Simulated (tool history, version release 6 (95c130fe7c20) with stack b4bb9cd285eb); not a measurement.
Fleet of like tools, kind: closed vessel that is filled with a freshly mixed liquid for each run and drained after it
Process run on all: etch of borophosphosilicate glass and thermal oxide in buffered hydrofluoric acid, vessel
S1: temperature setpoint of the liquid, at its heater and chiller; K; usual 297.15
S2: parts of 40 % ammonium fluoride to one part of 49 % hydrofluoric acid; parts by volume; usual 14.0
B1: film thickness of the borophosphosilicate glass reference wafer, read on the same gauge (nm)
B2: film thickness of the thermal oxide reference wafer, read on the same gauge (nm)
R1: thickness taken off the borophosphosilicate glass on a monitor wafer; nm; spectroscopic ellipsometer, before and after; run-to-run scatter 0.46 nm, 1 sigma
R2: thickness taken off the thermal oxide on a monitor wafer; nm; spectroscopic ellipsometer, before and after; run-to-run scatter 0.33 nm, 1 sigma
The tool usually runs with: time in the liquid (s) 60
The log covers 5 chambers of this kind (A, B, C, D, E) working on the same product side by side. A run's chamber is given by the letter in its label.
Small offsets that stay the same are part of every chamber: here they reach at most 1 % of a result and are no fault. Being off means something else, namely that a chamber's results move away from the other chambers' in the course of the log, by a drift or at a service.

Run 1C, hour 5.3: usual settings; B1 120.00; B2 120.03. Result: R1 53.991 nm, R2 48.202 nm.
Run 2E, hour 8.5: usual settings; B1 120.01; B2 120.00. Result: R1 55.216 nm, R2 49.100 nm.
Run 3A, hour 11.1: usual settings; B1 119.99; B2 120.03. Result: R1 54.457 nm, R2 49.689 nm.
Run 4D, hour 16.3: usual settings; B1 120.00; B2 120.01. Result: R1 54.799 nm, R2 49.221 nm.
Run 5B, hour 20.1: usual settings; B1 120.00; B2 120.03. Result: R1 55.007 nm, R2 49.541 nm.
Run 6C, hour 23.2: usual settings but S2 19.5 parts by volume, time in the liquid (s) 35; B1 119.99; B2 120.04. Result: R1 22.523 nm, R2 20.526 nm.
Run 7D, hour 25.6: usual settings but S2 19.5 parts by volume, time in the liquid (s) 35; B1 120.00; B2 120.02. Result: R1 22.828 nm, R2 20.783 nm.
Run 8B, hour 30.7: usual settings but S2 19.5 parts by volume, time in the liquid (s) 35; B1 120.00; B2 120.02. Result: R1 23.095 nm, R2 21.113 nm.
Run 9A, hour 34.6: usual settings but S2 19.5 parts by volume, time in the liquid (s) 35; B1 120.01; B2 120.02. Result: R1 23.331 nm, R2 20.737 nm.
Run 10E, hour 38.8: usual settings but S2 19.5 parts by volume, time in the liquid (s) 35; B1 120.00; B2 119.99. Result: R1 22.817 nm, R2 20.862 nm.
Run 11E, hour 43.0: usual settings; B1 120.02; B2 120.00. Result: R1 54.013 nm, R2 49.037 nm.
Run 12A, hour 47.5: usual settings; B1 119.99; B2 119.97. Result: R1 55.260 nm, R2 48.910 nm.
Run 13B, hour 50.0: usual settings; B1 120.00; B2 120.01. Result: R1 53.713 nm, R2 49.394 nm.
Run 14C, hour 53.5: usual settings; B1 120.01; B2 120.00. Result: R1 54.076 nm, R2 48.416 nm.
Run 15D, hour 58.2: usual settings but S1 300.65 K; B1 120.03; B2 119.99. Result: R1 64.586 nm, R2 59.806 nm.
Run 16D, hour 61.0: usual settings but S1 300.65 K; B1 119.98; B2 119.99. Result: R1 65.069 nm, R2 59.185 nm.
Run 17A, hour 63.4: usual settings but S1 300.65 K; B1 120.01; B2 120.01. Result: R1 65.067 nm, R2 59.931 nm.
Run 18C, hour 68.7: usual settings but S1 300.65 K; B1 120.00; B2 119.94. Result: R1 65.327 nm, R2 58.537 nm.
Run 19E, hour 74.0: usual settings but S1 300.65 K; B1 120.00; B2 119.99. Result: R1 66.285 nm, R2 59.277 nm.
Run 20B, hour 78.9: usual settings; B1 120.00; B2 119.97. Result: R1 53.307 nm, R2 48.066 nm.
Run 21B, hour 83.4: usual settings; B1 119.98; B2 120.01. Result: R1 53.411 nm, R2 47.868 nm.
Run 22E, hour 87.5: usual settings; B1 119.99; B2 120.03. Result: R1 54.287 nm, R2 49.608 nm.
Run 23C, hour 90.9: usual settings; B1 120.01; B2 120.00. Result: R1 53.641 nm, R2 48.508 nm.
Run 24A, hour 94.6: usual settings; B1 119.99; B2 120.02. Result: R1 53.861 nm, R2 49.015 nm.
Run 25D, hour 99.2: usual settings; B1 120.03; B2 120.02. Result: R1 54.991 nm, R2 49.069 nm.
Run 26B, hour 102.3: usual settings; B1 120.00; B2 120.01. Result: R1 51.573 nm, R2 47.181 nm.
Run 27C, hour 107.6: usual settings but time in the liquid (s) 40; B1 119.99; B2 119.99. Result: R1 35.831 nm, R2 32.465 nm.
Run 28A, hour 110.6: usual settings but time in the liquid (s) 40; B1 120.00; B2 120.03. Result: R1 36.130 nm, R2 32.764 nm.
At hour 111.6: chamber D: thermometer replaced.
Run 29D, hour 113.0: usual settings but time in the liquid (s) 40; B1 119.98; B2 119.99. Result: R1 36.603 nm, R2 32.935 nm.
Run 30E, hour 116.9: usual settings but time in the liquid (s) 40; B1 120.00; B2 119.98. Result: R1 36.359 nm, R2 32.667 nm.
Run 31C, hour 119.6: usual settings but time in the liquid (s) 40; B1 120.01; B2 120.01. Result: R1 36.086 nm, R2 32.683 nm.
Run 32B, hour 122.8: usual settings but time in the liquid (s) 45; B1 120.00; B2 120.01. Result: R1 38.699 nm, R2 35.096 nm.
Run 33D, hour 127.4: usual settings but time in the liquid (s) 45; B1 120.00; B2 119.98. Result: R1 40.307 nm, R2 37.642 nm.

Decide between three cases: one chamber stands off from its peers, the gauge reading all wafers drifts, or nothing is wrong past each chamber's small offset. Where a chamber is off, say which and what most likely put it there.

Little by little, chamber B moves away from the other chambers.
Most likely cause: hydrofluoric acid flow below the setpoint (%) = 6.49.
With only this log, it may be confused with: liquid colder than its thermometer reads (K).

Which of the 4 candidates below, each the usual settings with something changed and its results left as question marks, puts chamber B back in line with what the other chambers give on the usual settings?
To be in line, a result may differ from the other chambers' mean on the usual settings by at most: R1 1.600 nm; R2 1.200 nm
Run 34B-1, hour 131.3: usual settings but S1 296.15 K, S2 13.5 parts by volume. Result: R1 ?, R2 ?.
Run 34B-2, hour 131.3: usual settings but S1 300.65 K, S2 16.0 parts by volume. Result: R1 ?, R2 ?.
Run 34B-3, hour 131.3: usual settings but S1 294.15 K, S2 12.5 parts by volume. Result: R1 ?, R2 ?.
Run 34B-4, hour 131.3: usual settings but S1 298.15 K, S2 14.5 parts by volume. Result: R1 ?, R2 ?.

Mean of the other chambers on the usual settings: R1 54.176 nm; R2 49.082 nm
  run      R1      R2
34B-1  49.897  45.194
34B-2  53.848  48.922
34B-3  48.196  43.583
34B-4  51.869  47.048
34B-2 brings the chamber back in line.
